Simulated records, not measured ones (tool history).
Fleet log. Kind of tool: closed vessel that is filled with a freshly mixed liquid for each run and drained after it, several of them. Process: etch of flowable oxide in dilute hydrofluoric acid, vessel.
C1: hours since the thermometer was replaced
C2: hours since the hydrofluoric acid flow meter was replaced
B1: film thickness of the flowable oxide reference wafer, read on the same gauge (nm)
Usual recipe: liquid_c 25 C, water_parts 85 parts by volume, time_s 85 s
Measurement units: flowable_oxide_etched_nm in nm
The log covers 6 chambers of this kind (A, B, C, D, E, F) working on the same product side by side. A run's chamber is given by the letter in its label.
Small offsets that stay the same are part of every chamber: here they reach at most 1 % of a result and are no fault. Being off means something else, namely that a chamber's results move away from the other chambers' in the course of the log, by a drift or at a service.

Run 1F, hour 4.7: usual settings; C1 558; C2 456.5; B1 69.967. Result: flowable_oxide_etched_nm 41.246 nm.
Run 2C, hour 9.9: usual settings; C1 1112.9; C2 1161.7; B1 70.034. Result: flowable_oxide_etched_nm 41.508 nm.
Run 3D, hour 15.6: usual settings; C1 575.7; C2 851.3; B1 69.998. Result: flowable_oxide_etched_nm 41.351 nm.
Run 4B, hour 20.2: usual settings; C1 204.7; C2 1655.3; B1 69.97. Result: flowable_oxide_etched_nm 40.768 nm.
Run 5A, hour 26.8: usual settings; C1 76.3; C2 485.3; B1 70.005. Result: flowable_oxide_etched_nm 41.093 nm.
Run 6E, hour 30.2: usual settings; C1 1526; C2 802.6; B1 70.004. Result: flowable_oxide_etched_nm 42.158 nm.
Run 7A, hour 37.2: usual settings but liquid_c 28.5 C, time_s 110 s; C1 86.7; C2 495.7; B1 70.006. Result: flowable_oxide_etched_nm 61.212 nm.
Run 8B, hour 43.2: usual settings but liquid_c 28.5 C, time_s 110 s; C1 227.7; C2 1678.3; B1 69.979. Result: flowable_oxide_etched_nm 61.548 nm.
At hour 50.3: chamber E: hydrofluoric acid flow meter replaced.
Run 9C, hour 50.5: usual settings but liquid_c 28.5 C, time_s 110 s; C1 1153.5; C2 1202.3; B1 70.025. Result: flowable_oxide_etched_nm 62.161 nm.
Run 10E, hour 55.2: usual settings but liquid_c 28.5 C, time_s 110 s; C1 1551; C2 5; B1 70.014. Result: flowable_oxide_etched_nm 62.175 nm.
Run 11D, hour 59.2: usual settings but liquid_c 28.5 C, time_s 110 s; C1 619.3; C2 894.9; B1 69.966. Result: flowable_oxide_etched_nm 61.554 nm.
Run 12F, hour 64.5: usual settings but liquid_c 28.5 C, time_s 110 s; C1 617.8; C2 516.3; B1 69.987. Result: flowable_oxide_etched_nm 63.168 nm.
Run 13E, hour 70.3: usual settings; C1 1566.1; C2 20.1; B1 70.01. Result: flowable_oxide_etched_nm 41.961 nm.
Run 14B, hour 73.5: usual settings; C1 258; C2 1708.6; B1 69.987. Result: flowable_oxide_etched_nm 41.626 nm.
At hour 76.1: chamber D: thermometer replaced.
Run 15F, hour 77.7: usual settings but liquid_c 21.5 C, time_s 50 s; C1 631; C2 529.5; B1 70.021. Result: flowable_oxide_etched_nm 21.46 nm.
Run 16D, hour 84.1: usual settings but liquid_c 21.5 C, time_s 50 s; C1 8.1; C2 919.8; B1 70.019. Result: flowable_oxide_etched_nm 21.182 nm.
At hour 84.5: chamber B: hydrofluoric acid flow meter replaced.
Run 17C, hour 87.4: usual settings but liquid_c 21.5 C, time_s 50 s; C1 1190.4; C2 1239.2; B1 70.005. Result: flowable_oxide_etched_nm 21.089 nm.
Run 18A, hour 91: usual settings but liquid_c 21.5 C, time_s 50 s; C1 140.5; C2 549.5; B1 69.993. Result: flowable_oxide_etched_nm 21.162 nm.
Run 19E, hour 94.6: usual settings but liquid_c 21.5 C, time_s 50 s; C1 1590.4; C2 44.4; B1 69.997. Result: flowable_oxide_etched_nm 21.462 nm.
Run 20C, hour 99.1: usual settings but liquid_c 21.5 C, time_s 50 s; C1 1202.1; C2 1250.9; B1 70.01. Result: flowable_oxide_etched_nm 21.041 nm.
Run 21B, hour 104.1: usual settings; C1 288.6; C2 19.7; B1 70.002. Result: flowable_oxide_etched_nm 41.384 nm.
Run 22F, hour 107.9: usual settings; C1 661.2; C2 559.7; B1 70.002. Result: flowable_oxide_etched_nm 42.579 nm.
Run 23A, hour 114.9: usual settings; C1 164.4; C2 573.4; B1 69.982. Result: flowable_oxide_etched_nm 41.473 nm.
Run 24D, hour 120.1: usual settings; C1 44.1; C2 955.8; B1 69.991. Result: flowable_oxide_etched_nm 41.198 nm.
Run 25B, hour 125.4: usual settings; C1 309.9; C2 41; B1 69.979. Result: flowable_oxide_etched_nm 41.617 nm.
Run 26F, hour 129.5: usual settings; C1 682.8; C2 581.3; B1 70.017. Result: flowable_oxide_etched_nm 43.058 nm.
Run 27A, hour 134.3: usual settings; C1 183.8; C2 592.8; B1 69.991. Result: flowable_oxide_etched_nm 41.391 nm.
Run 28C, hour 139.8: usual settings; C1 1242.8; C2 1291.6; B1 70.005. Result: flowable_oxide_etched_nm 41.492 nm.
Run 29E, hour 145.4: usual settings; C1 1641.2; C2 95.2; B1 70.003. Result: flowable_oxide_etched_nm 42.378 nm.
Run 30D, hour 150.5: usual settings; C1 74.5; C2 986.2; B1 70.02. Result: flowable_oxide_etched_nm 41.499 nm.
Run 31B, hour 154.5: usual settings; C1 339; C2 70.1; B1 69.993. Result: flowable_oxide_etched_nm 41.018 nm.
Run 32A, hour 161: usual settings but time_s 110 s; C1 210.5; C2 619.5; B1 70.006. Result: flowable_oxide_etched_nm 53.314 nm.
Run 33F, hour 168.3: usual settings but time_s 110 s; C1 721.6; C2 620.1; B1 69.981. Result: flowable_oxide_etched_nm 57.778 nm.
Run 34C, hour 172.7: usual settings but time_s 110 s; C1 1275.7; C2 1324.5; B1 70.002. Result: flowable_oxide_etched_nm 53.803 nm.
Run 35E, hour 176.8: usual settings but time_s 110 s; C1 1672.6; C2 126.6; B1 70.001. Result: flowable_oxide_etched_nm 54.371 nm.
Run 36D, hour 183.2: usual settings but time_s 110 s; C1 107.2; C2 1018.9; B1 69.966. Result: flowable_oxide_etched_nm 53.361 nm.
Run 37B, hour 189.1: usual settings but time_s 110 s; C1 373.6; C2 104.7; B1 69.997. Result: flowable_oxide_etched_nm 53.238 nm.
Run 38D, hour 194.3: usual settings; C1 118.3; C2 1030; B1 70.003. Result: flowable_oxide_etched_nm 41.256 nm.
Run 39E, hour 198.5: usual settings; C1 1694.3; C2 148.3; B1 70.001. Result: flowable_oxide_etched_nm 41.758 nm.
Run 40A, hour 205: usual settings; C1 254.5; C2 663.5; B1 70.018. Result: flowable_oxide_etched_nm 41.524 nm.

Is one chamber off against the others, does the gauge drift, or is nothing wrong? If a chamber is off, say which, and what the likeliest cause is.

One chamber, F, drifts off from the rest bit by bit.
What lies behind it: liquid hotter than its thermometer reads (K) = 2.01.
With only this log, it may be confused with: hydrofluoric acid flow above the setpoint (%).

Which of the 4 candidates below, each the usual settings with something changed and its results left as question marks, puts chamber F back in line with what the other chambers give on the usual settings?
In line here means within this much of the mean the other chambers give on the usual settings: flowable_oxide_etched_nm 0.81 nm
Run 41F-1, hour 210.3: usual settings but liquid_c 29.5 C. Result: flowable_oxide_etched_nm ?.
Run 41F-2, hour 210.3: usual settings but liquid_c 27 C. Result: flowable_oxide_etched_nm ?.
Run 41F-3, hour 210.3: usual settings but liquid_c 24.5 C, water_parts 90 parts by volume. Result: flowable_oxide_etched_nm ?.
Run 41F-4, hour 210.3: usual settings but liquid_c 21 C. Result: flowable_oxide_etched_nm ?.

Average result of the remaining chambers running the usual settings: flowable_oxide_etched_nm 41.485 nm
  run  flowable_oxide_etched_nm
41F-1                    53.412
41F-2                    48.584
41F-3                    41.355
41F-4                     38.35
Change 41F-3 lands the chamber within the allowed miss of the other chambers.
